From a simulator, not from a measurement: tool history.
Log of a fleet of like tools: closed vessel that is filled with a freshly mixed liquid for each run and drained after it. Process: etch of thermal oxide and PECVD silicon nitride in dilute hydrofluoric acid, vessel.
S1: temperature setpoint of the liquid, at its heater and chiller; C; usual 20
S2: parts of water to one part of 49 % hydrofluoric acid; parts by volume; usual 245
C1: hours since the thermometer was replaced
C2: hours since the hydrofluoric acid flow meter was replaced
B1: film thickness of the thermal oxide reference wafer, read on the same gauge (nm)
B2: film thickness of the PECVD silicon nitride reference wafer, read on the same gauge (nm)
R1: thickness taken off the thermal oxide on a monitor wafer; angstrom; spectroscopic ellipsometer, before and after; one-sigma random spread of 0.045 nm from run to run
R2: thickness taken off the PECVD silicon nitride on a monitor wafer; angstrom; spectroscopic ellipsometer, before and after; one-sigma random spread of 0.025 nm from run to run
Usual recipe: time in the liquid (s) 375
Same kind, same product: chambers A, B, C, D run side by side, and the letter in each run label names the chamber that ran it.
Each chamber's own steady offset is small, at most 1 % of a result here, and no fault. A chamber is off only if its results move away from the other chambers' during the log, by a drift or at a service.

{"run": "1C", "hour": 11.7, "S1": 20, "S2": 245, "time in the liquid (s)": 375, "C1": 326.4, "C2": 2082.7, "B1": 89.993, "B2": 49.995, "R1": 54.333, "R2": 28.222}
{"run": "2B", "hour": 23.2, "S1": 20, "S2": 245, "time in the liquid (s)": 375, "C1": 155.6, "C2": 131.3, "B1": 89.965, "B2": 50.013, "R1": 53.32, "R2": 28.427}
{"run": "3D", "hour": 35.6, "S1": 20, "S2": 245, "time in the liquid (s)": 375, "C1": 750.3, "C2": 405.6, "B1": 90.026, "B2": 49.999, "R1": 53.912, "R2": 28.229}
{"run": "4A", "hour": 47.8, "S1": 20, "S2": 245, "time in the liquid (s)": 375, "C1": 389.8, "C2": 384.4, "B1": 89.978, "B2": 49.991, "R1": 54.148, "R2": 28.099}
{"run": "5B", "hour": 59.5, "S1": 20, "S2": 245, "time in the liquid (s)": 375, "C1": 191.9, "C2": 167.6, "B1": 90.014, "B2": 50.008, "R1": 53.457, "R2": 27.643}
{"run": "6A", "hour": 74.8, "S1": 20, "S2": 245, "time in the liquid (s)": 375, "C1": 416.8, "C2": 411.4, "B1": 90.015, "B2": 49.987, "R1": 53.882, "R2": 28.114}
{"run": "7C", "hour": 89.1, "S1": 20, "S2": 245, "time in the liquid (s)": 375, "C1": 403.8, "C2": 2160.1, "B1": 90.015, "B2": 49.999, "R1": 54.883, "R2": 27.799}
{"run": "8D", "hour": 98.5, "S1": 20, "S2": 245, "time in the liquid (s)": 375, "C1": 813.2, "C2": 468.5, "B1": 89.987, "B2": 50.018, "R1": 53.694, "R2": 28.103}
{"run": "9A", "hour": 112.7, "S1": 23.5, "S2": 245, "time in the liquid (s)": 310, "C1": 454.7, "C2": 449.3, "B1": 90.018, "B2": 49.974, "R1": 50.776, "R2": 29.565}
{"hour": 125.3, "done": "chamber A: hydrofluoric acid flow meter replaced"}
{"run": "10B", "hour": 126.1, "S1": 23.5, "S2": 245, "time in the liquid (s)": 310, "C1": 258.5, "C2": 234.2, "B1": 90.035, "B2": 50.03, "R1": 51.191, "R2": 28.87}
{"run": "11D", "hour": 135.2, "S1": 23.5, "S2": 245, "time in the liquid (s)": 310, "C1": 849.9, "C2": 505.2, "B1": 90.023, "B2": 50.029, "R1": 50.731, "R2": 29.231}
{"run": "12C", "hour": 148.5, "S1": 23.5, "S2": 245, "time in the liquid (s)": 310, "C1": 463.2, "C2": 2219.5, "B1": 89.991, "B2": 49.98, "R1": 50.918, "R2": 29.063}
{"run": "13A", "hour": 158.3, "S1": 20, "S2": 245, "time in the liquid (s)": 375, "C1": 500.3, "C2": 33.1, "B1": 89.999, "B2": 49.981, "R1": 53.805, "R2": 27.948}
{"run": "14B", "hour": 166.7, "S1": 24.5, "S2": 245, "time in the liquid (s)": 530, "C1": 299.1, "C2": 274.8, "B1": 90.007, "B2": 49.987, "R1": 89.63, "R2": 52.718}
{"hour": 175.3, "done": "chamber C: hydrofluoric acid flow meter replaced"}
{"run": "15D", "hour": 179.5, "S1": 24.5, "S2": 245, "time in the liquid (s)": 530, "C1": 894.2, "C2": 549.5, "B1": 90.031, "B2": 50.022, "R1": 88.969, "R2": 53.707}
{"hour": 180.9, "done": "chamber A: thermometer replaced"}
{"run": "16C", "hour": 192.1, "S1": 24.5, "S2": 245, "time in the liquid (s)": 530, "C1": 506.8, "C2": 16.8, "B1": 89.936, "B2": 50.006, "R1": 91.46, "R2": 53.527}
{"run": "17D", "hour": 203.2, "S1": 24.5, "S2": 245, "time in the liquid (s)": 530, "C1": 917.9, "C2": 573.2, "B1": 89.978, "B2": 49.986, "R1": 90.026, "R2": 53.115}
{"run": "18B", "hour": 217.8, "S1": 20, "S2": 245, "time in the liquid (s)": 375, "C1": 350.2, "C2": 325.9, "B1": 89.992, "B2": 49.989, "R1": 54.316, "R2": 28.379}
{"run": "19C", "hour": 227.2, "S1": 20, "S2": 245, "time in the liquid (s)": 375, "C1": 541.9, "C2": 51.9, "B1": 89.98, "B2": 49.994, "R1": 55.266, "R2": 27.872}
{"run": "20A", "hour": 240.7, "S1": 20, "S2": 245, "time in the liquid (s)": 375, "C1": 59.9, "C2": 115.5, "B1": 89.988, "B2": 49.999, "R1": 54.291, "R2": 27.724}
{"hour": 253.4, "done": "chamber B: hydrofluoric acid flow meter replaced"}
{"run": "21A", "hour": 254.5, "S1": 20, "S2": 245, "time in the liquid (s)": 375, "C1": 73.7, "C2": 129.3, "B1": 90.008, "B2": 50.012, "R1": 55.094, "R2": 27.928}
{"run": "22D", "hour": 262.9, "S1": 20, "S2": 245, "time in the liquid (s)": 375, "C1": 977.6, "C2": 632.9, "B1": 90.03, "B2": 49.999, "R1": 54.325, "R2": 28.288}
{"run": "23C", "hour": 274.9, "S1": 20, "S2": 245, "time in the liquid (s)": 375, "C1": 589.6, "C2": 99.6, "B1": 89.999, "B2": 49.995, "R1": 53.31, "R2": 28.131}
{"run": "24B", "hour": 284.4, "S1": 20, "S2": 245, "time in the liquid (s)": 375, "C1": 416.8, "C2": 31, "B1": 90.004, "B2": 49.995, "R1": 54.016, "R2": 28.266}
{"run": "25A", "hour": 299.1, "S1": 20, "S2": 245, "time in the liquid (s)": 375, "C1": 118.3, "C2": 173.9, "B1": 90.011, "B2": 49.997, "R1": 54.554, "R2": 28.281}
{"run": "26B", "hour": 314.2, "S1": 20, "S2": 245, "time in the liquid (s)": 375, "C1": 446.6, "C2": 60.8, "B1": 89.98, "B2": 49.998, "R1": 53.129, "R2": 27.775}
{"run": "27C", "hour": 326.3, "S1": 20, "S2": 245, "time in the liquid (s)": 185, "C1": 641, "C2": 151, "B1": 90.032, "B2": 49.994, "R1": 26.565, "R2": 13.987}
{"run": "28D", "hour": 339.0, "S1": 20, "S2": 245, "time in the liquid (s)": 185, "C1": 1053.7, "C2": 709, "B1": 89.976, "B2": 49.997, "R1": 26.715, "R2": 13.931}
{"run": "29A", "hour": 348.9, "S1": 20, "S2": 245, "time in the liquid (s)": 185, "C1": 168.1, "C2": 223.7, "B1": 89.964, "B2": 49.988, "R1": 26.754, "R2": 14.024}
{"run": "30D", "hour": 360.7, "S1": 20, "S2": 245, "time in the liquid (s)": 185, "C1": 1075.4, "C2": 730.7, "B1": 89.98, "B2": 49.987, "R1": 26.549, "R2": 13.813}
{"run": "31C", "hour": 376.7, "S1": 20, "S2": 245, "time in the liquid (s)": 375, "C1": 691.4, "C2": 201.4, "B1": 90.027, "B2": 50.003, "R1": 54.057, "R2": 28.2}
{"run": "32B", "hour": 390.8, "S1": 20, "S2": 245, "time in the liquid (s)": 375, "C1": 523.2, "C2": 137.4, "B1": 89.989, "B2": 50.008, "R1": 53.958, "R2": 28.06}
{"run": "33C", "hour": 398.8, "S1": 20, "S2": 245, "time in the liquid (s)": 375, "C1": 713.5, "C2": 223.5, "B1": 90.001, "B2": 50.015, "R1": 54.482, "R2": 28.078}
{"run": "34B", "hour": 408.6, "S1": 20, "S2": 245, "time in the liquid (s)": 375, "C1": 541, "C2": 155.2, "B1": 90.008, "B2": 49.985, "R1": 54.296, "R2": 28.239}
{"run": "35D", "hour": 416.9, "S1": 20, "S2": 210, "time in the liquid (s)": 375, "C1": 1131.6, "C2": 786.9, "B1": 89.956, "B2": 50.012, "R1": 64.26, "R2": 32.879}

Predict what each chamber gives when all 4 of them run the settings below next.
{"run": "36A", "hour": 428.8, "S1": 20, "S2": 245, "time in the liquid (s)": 465, "R1": "?", "R2": "?"}
{"run": "36B", "hour": 428.8, "S1": 20, "S2": 245, "time in the liquid (s)": 465, "R1": "?", "R2": "?"}
{"run": "36C", "hour": 428.8, "S1": 20, "S2": 245, "time in the liquid (s)": 465, "R1": "?", "R2": "?"}
{"run": "36D", "hour": 428.8, "S1": 20, "S2": 245, "time in the liquid (s)": 465, "R1": "?", "R2": "?"}

run=36A R1=67.249 R2=35.038
run=36B R1=66.556 R2=34.73
run=36C R1=66.197 R2=35.367
run=36D R1=67.979 R2=34.746
